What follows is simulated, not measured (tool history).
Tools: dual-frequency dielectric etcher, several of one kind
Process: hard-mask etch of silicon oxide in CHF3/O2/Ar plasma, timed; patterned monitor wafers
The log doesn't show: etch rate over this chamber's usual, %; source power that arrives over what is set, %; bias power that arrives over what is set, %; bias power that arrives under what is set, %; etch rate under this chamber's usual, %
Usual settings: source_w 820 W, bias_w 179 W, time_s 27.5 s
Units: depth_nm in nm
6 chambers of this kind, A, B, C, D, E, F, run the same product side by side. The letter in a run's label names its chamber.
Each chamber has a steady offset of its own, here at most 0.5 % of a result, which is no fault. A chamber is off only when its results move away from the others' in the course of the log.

run   hour  source_w  bias_w  time_s  hours since the last wet clean  hours since the last source power generator calibration  hours since the last bias power generator calibration  read-back reference wafer on the same gauge, depth_nm  depth_nm
       3.4  -- chamber E: wet clean of the chamber
 1B    8.6       820     179    27.5                           267.2                                                   4234.8                                                 2130.5                                                 51.992    61.202
 2D   17.1       820     179    27.5                           210.6                                                   3550.1                                                 1497.5                                                 52.018    61.007
 3A   27.8       820     179    27.5                           367.9                                                   1787.1                                                  681.1                                                 52.012    61.414
 4E   36.9       820     179    27.5                            33.5                                                    716.9                                                 1217.8                                                 51.994    61.277
 5C   47.7       820     179    27.5                           462.6                                                      477                                                   1714                                                 51.974    60.906
 6F   56.9       820     179      22                             338                                                   2291.8                                                 1995.7                                                 51.997     48.78
 7D   66.2       820     179      22                           259.7                                                   3599.2                                                 1546.6                                                 51.995    48.838
 8F   75.4       820     179      22                           356.5                                                   2310.3                                                 2014.2                                                  51.99    48.759
 9E   86.6       820     179      22                            83.2                                                    766.6                                                 1267.5                                                 51.989    49.159
10B   98.1       820     179      22                           356.7                                                   4324.3                                                   2220                                                  52.02    48.776
11C  105.2       820     179      22                           520.1                                                    534.5                                                 1771.5                                                 52.019    48.793
12A  113.7       820     179    27.5                           453.8                                                     1873                                                    767                                                 51.991     61.57
13F  125.5       820     179    27.5                           406.6                                                   2360.4                                                 2064.3                                                 51.982    61.392
     134.4  -- chamber C: wet clean of the chamber
14B  138.5       820     179    27.5                           397.1                                                   4364.7                                                 2260.4                                                 52.022    60.671
15C  145.7       820     179    27.5                            11.3                                                      575                                                   1812                                                 51.996    61.137
     148.1  -- chamber A: wet clean of the chamber
     152.1  -- chamber D: wet clean of the chamber
16D  156.9       820     179    27.5                             4.8                                                   3689.9                                                 1637.3                                                 51.967    61.183
17E  164.5       820     179    27.5                           161.1                                                    844.5                                                 1345.4                                                 52.017    61.313
     167.6  -- chamber B: wet clean of the chamber
18A  176.5       820     179    27.5                            28.5                                                   1935.8                                                  829.8                                                 51.985    61.387
19B  186.8       820     179    27.5                            19.2                                                     4413                                                 2308.7                                                 51.987    60.693
20F  194.9       820     211      24                             476                                                   2429.8                                                 2133.7                                                     52    56.439
21D  201.5       820     211      24                            49.4                                                   3734.5                                                 1681.9                                                 51.984    56.263
     206.8  -- chamber A: source power generator calibrated
22E  214.9       820     211      24                           211.5                                                    894.9                                                 1395.8                                                 51.963    56.528
23C  228.3       820     211      24                            93.9                                                    657.6                                                 1894.6                                                 52.011     56.41
24A  241.4       820     211      24                            93.4                                                     34.6                                                  894.7                                                 52.015    56.734
25F  249.7       820     211      24                           530.8                                                   2484.6                                                 2188.5                                                 51.977    56.412
26C  260.7       820     179    27.5                           126.3                                                      690                                                   1927                                                 51.975    61.131
27B  270.2       820     179    27.5                           102.6                                                   4496.4                                                 2392.1                                                 51.992    60.638
     272.6  -- chamber B: source power generator calibrated
       281  -- chamber F: wet clean of the chamber
28D  281.2       820     179    27.5                           129.1                                                   3814.2                                                 1761.6                                                     52    61.511
29A  288.8       820     179    27.5                           140.8                                                       82                                                  942.1                                                 51.989     61.42
30E  297.1       820     179    27.5                           293.7                                                    977.1                                                   1478                                                  52.01    61.629
31A  306.5       820     179    27.5                           158.5                                                     99.7                                                  959.8                                                 52.013    61.034
     306.6  -- chamber D: source power generator calibrated
32B  313.2       820     179    27.5                           145.6                                                     40.7                                                 2435.1                                                 51.978    60.836
33D  319.9       820     179    27.5                           167.8                                                     13.4                                                 1800.3                                                 51.987    61.146
34C    332       820     179    27.5                           197.6                                                    761.3                                                 1998.3                                                 51.993    60.913
35E  344.6       820     179    27.5                           341.2                                                   1024.6                                                 1525.5                                                 52.024    61.278
36F  353.2       820     179    27.5                            72.3                                                   2588.1                                                   2292                                                 51.996    61.561
     362.9  -- chamber E: wet clean of the chamber
37A  365.9       820     179    27.5                           217.9                                                    159.1                                                 1019.2                                                 52.018    61.476
38F  375.9       820     179    27.5                              95                                                   2610.8                                                 2314.7                                                 52.016    61.203
39C  383.1       820     179    27.5                           248.7                                                    812.4                                                 2049.4                                                 51.989    61.012
40D  396.3       820     179    21.5                           244.2                                                     89.8                                                 1876.7                                                 52.022    47.987
41E  405.6       820     179    21.5                            42.7                                                   1085.6                                                 1586.5                                                 52.007    48.209

Is one chamber off against the others, does the gauge drift, or is nothing wrong? If a chamber is off, say which, and what the likeliest cause is.

Chamber B drifts away from the others.
Cause: bias power that arrives under what is set, % = 3.65.

Here are 4 candidates for chamber B's next run, each the usual settings with a change, their results left as question marks. Which one brings its results back in line with what the others give on the usual settings?
In line means no further than this from the other chambers' mean on the usual settings: depth_nm 0.5 nm
42B-1  415.2       820     162    27.5                                                                                                                                                                                                                ?
42B-2  415.2       880     179    27.5                                                                                                                                                                                                                ?
42B-3  415.2       800     175    27.5                                                                                                                                                                                                                ?
42B-4  415.2       820     179      28                                                                                                                                                                                                                ?

The other chambers' mean on the usual settings: depth_nm 61.253 nm
  run  depth_nm
42B-1    58.361
42B-2    61.888
42B-3    59.242
42B-4    61.334
42B-4 brings the chamber back in line.
